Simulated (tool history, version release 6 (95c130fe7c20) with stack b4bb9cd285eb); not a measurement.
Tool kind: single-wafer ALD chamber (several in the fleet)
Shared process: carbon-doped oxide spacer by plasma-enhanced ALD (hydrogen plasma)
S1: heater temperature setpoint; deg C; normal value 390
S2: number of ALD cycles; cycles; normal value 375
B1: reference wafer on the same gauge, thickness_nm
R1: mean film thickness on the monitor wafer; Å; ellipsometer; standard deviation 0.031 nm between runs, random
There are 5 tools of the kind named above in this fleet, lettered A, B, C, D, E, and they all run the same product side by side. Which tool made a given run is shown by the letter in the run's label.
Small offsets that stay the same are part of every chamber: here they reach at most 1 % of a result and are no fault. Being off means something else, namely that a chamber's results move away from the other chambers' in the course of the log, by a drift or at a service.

run	day	S1	S2	B1	R1
1E	0.517	390	375	17.104	188.19
# day 0.612: chamber D: thermocouple changed; heater temperature recalibrated
2D	1.117	390	375	17.097	188
# day 1.225: chamber B: thermocouple changed; heater temperature recalibrated
3A	1.467	390	375	17.097	186.2
4C	1.929	390	375	17.088	188.74
5B	2.433	390	375	17.087	186.48
6A	3.025	390	375	17.074	186.95
7E	3.596	390	375	17.078	188.6
8B	3.996	390	375	17.072	186.43
9C	4.575	398	414	17.068	208.05
10D	4.867	398	414	17.079	206.68
11D	5.454	398	414	17.068	206.64
12B	5.817	398	414	17.062	205.58
13A	6.246	398	414	17.067	205.4
14E	6.754	390	375	17.058	188.62
15C	7.096	390	375	17.055	188.56
16B	7.496	390	375	17.055	185.8
17D	8.1	390	375	17.05	187.14
18E	8.558	390	375	17.049	187.77
19C	9.079	390	375	17.037	188.44
20A	9.688	390	375	17.042	186.43
21A	10.117	390	375	17.036	186.44
22C	10.579	390	375	17.028	187.92
23B	10.896	390	375	17.035	185.05
24E	11.221	390	375	17.033	187.67
25D	11.8	390	375	17.029	186.66
26E	12.338	390	375	17.025	187.05
27D	12.617	397	375	17.025	187.12
28A	13.167	397	375	17.012	186.33
29C	13.492	397	375	17.019	188.05
30B	14.017	397	375	17.013	185.49
31D	14.546	397	375	17.008	186.36
32B	15.021	390	375	17.007	185.86
33E	15.429	390	375	17.008	187.13
34C	15.95	390	375	16.995	187.66
35A	16.317	390	375	17.001	185.69
36C	16.675	390	375	16.987	187.36
37A	17.2	390	375	16.991	185.01
38B	17.75	390	375	16.995	185.89
39D	18.3	390	375	16.991	186.49

Does one chamber stand apart from the rest, does the shared gauge drift, or is all well apart from small per-chamber offsets? Give the chamber and the most likely cause, where there is one.

It is the gauge, not a chamber: its drift shows up in every chamber's results at once, and no chamber is off.
Most likely cause: gauge reads low (%) = 0.681.
